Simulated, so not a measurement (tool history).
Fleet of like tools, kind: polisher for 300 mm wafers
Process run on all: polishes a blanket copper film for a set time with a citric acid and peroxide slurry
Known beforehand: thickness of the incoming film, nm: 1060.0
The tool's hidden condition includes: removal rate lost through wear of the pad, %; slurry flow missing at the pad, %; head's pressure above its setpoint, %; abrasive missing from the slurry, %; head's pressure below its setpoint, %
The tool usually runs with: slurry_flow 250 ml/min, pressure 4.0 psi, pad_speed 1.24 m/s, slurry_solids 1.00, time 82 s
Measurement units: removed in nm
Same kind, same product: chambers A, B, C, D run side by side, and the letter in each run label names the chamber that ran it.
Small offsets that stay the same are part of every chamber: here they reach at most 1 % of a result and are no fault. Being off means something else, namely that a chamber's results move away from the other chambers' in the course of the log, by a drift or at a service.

run	hour	slurry_flow	pressure	pad_speed	slurry_solids	time	wafers polished on this pad	hours since the slurry nozzle was cleaned	hours since the head pressure was calibrated	hours since the slurry blender was calibrated	removed
# hour 1.2: chamber D: head pressure recalibrated
1B	7.7	250	4.0	1.24	1.00	82	926	140.1	400.8	241.4	263.06
2D	11.8	250	4.0	1.24	1.00	82	747	402.9	10.6	111.6	260.71
# hour 13.4: chamber B: slurry blender recalibrated
3A	18.9	250	4.0	1.24	1.00	82	883	206.8	209.7	18.9	263.04
# hour 20.5: chamber C: worn pad replaced by a new one
4C	23.9	250	4.0	1.24	1.00	82	29	491.1	45.5	98.6	261.83
# hour 30.8: chamber D: worn pad replaced by a new one
5D	31.0	185	4.0	1.24	1.00	82	2	422.1	29.8	130.8	251.96
6C	37.9	185	4.0	1.24	1.00	82	151	505.1	59.5	112.6	252.41
# hour 39.7: chamber C: slurry nozzle cleaned
7A	43.5	185	4.0	1.24	1.00	82	1096	231.4	234.3	43.5	254.13
8B	49.5	185	4.0	1.24	1.00	82	1289	181.9	442.6	36.1	254.40
9C	57.8	250	4.0	1.24	1.00	82	323	18.2	79.4	132.5	262.68
10B	62.5	250	4.0	1.24	1.00	82	1402	194.9	455.6	49.1	262.45
11A	71.2	250	4.0	1.24	1.25	94	1337	259.1	262.0	71.2	316.03
12D	75.1	250	4.0	1.24	1.25	94	385	466.2	73.9	174.9	312.51
# hour 77.1: chamber B: worn pad replaced by a new one
# hour 79.7: chamber A: worn pad replaced by a new one
13A	82.5	250	4.0	1.24	1.25	94	24	270.4	273.3	82.5	312.73
14C	86.4	250	4.0	1.24	1.25	94	572	46.8	108.0	161.1	308.88
15D	91.9	250	4.0	1.24	1.00	82	530	483.0	90.7	191.7	261.99
# hour 95.5: chamber B: slurry nozzle cleaned
16B	96.4	250	4.0	1.24	1.00	82	168	1.0	489.5	83.0	264.36
17B	104.2	250	4.0	1.24	1.00	82	235	8.8	497.3	90.8	262.72
# hour 105.8: chamber C: slurry blender recalibrated
18A	110.8	250	4.0	1.24	1.00	82	270	298.7	301.6	110.8	262.46
19C	116.7	250	4.0	1.24	1.00	82	835	77.1	138.3	10.9	261.07
# hour 120.2: chamber D: slurry blender recalibrated
20D	120.9	250	4.0	1.24	1.00	82	782	512.0	119.7	0.7	260.07
21C	125.1	250	4.0	1.24	1.00	82	908	85.5	146.7	19.3	262.08
22B	131.1	250	4.0	1.24	1.00	82	469	35.7	524.2	117.7	261.58
23D	139.7	250	4.0	1.24	1.00	82	945	530.8	138.5	19.5	265.11
24A	145.4	250	4.0	1.24	1.00	82	570	333.3	336.2	145.4	257.80
# hour 149.3: chamber C: worn pad replaced by a new one
# hour 152.1: chamber D: worn pad replaced by a new one
25C	153.0	250	4.0	1.24	1.00	82	32	113.4	174.6	47.2	261.51
26B	161.3	250	4.0	1.24	1.00	82	731	65.9	554.4	147.9	262.17
27D	168.9	200	4.5	1.24	1.00	82	146	560.0	167.7	48.7	289.21
28A	174.7	200	4.5	1.24	1.00	82	824	362.6	365.5	174.7	288.69
29B	179.0	200	4.5	1.24	1.00	82	885	83.6	572.1	165.6	285.53
30D	184.0	200	4.5	1.24	1.00	82	277	575.1	182.8	63.8	285.91
31A	190.6	250	4.0	1.24	1.00	82	962	378.5	381.4	190.6	259.19
32C	199.4	250	4.0	1.24	1.00	82	435	159.8	221.0	93.6	265.09
33C	206.6	250	4.0	1.24	1.00	82	498	167.0	228.2	100.8	266.15
34A	210.6	250	4.0	1.24	1.00	82	1136	398.5	401.4	210.6	258.92
35B	219.0	250	4.0	1.24	1.00	82	1232	123.6	612.1	205.6	255.17
# hour 220.7: chamber A: worn pad replaced by a new one
36D	224.2	250	4.0	1.24	1.00	82	626	615.3	223.0	104.0	260.61
# hour 225.5: chamber B: head pressure recalibrated
37A	231.3	250	4.0	1.40	1.00	82	92	419.2	422.1	231.3	296.80
38B	237.9	250	4.0	1.40	1.00	82	1396	142.5	12.4	224.5	291.79
39C	245.4	250	4.0	1.40	1.00	82	834	205.8	267.0	139.6	289.13
40D	253.6	250	4.0	1.40	1.00	82	881	644.7	252.4	133.4	290.93

Next, all 4 chambers run the settings below, one line each with question marks for the results. What does each chamber give?
41A	260.0	250	3.2	1.24	1.00	82					?
41B	260.0	250	3.2	1.24	1.00	82					?
41C	260.0	250	3.2	1.24	1.00	82					?
41D	260.0	250	3.2	1.24	1.00	82					?

run	removed
41A	208.83
41B	207.69
41C	212.58
41D	210.35
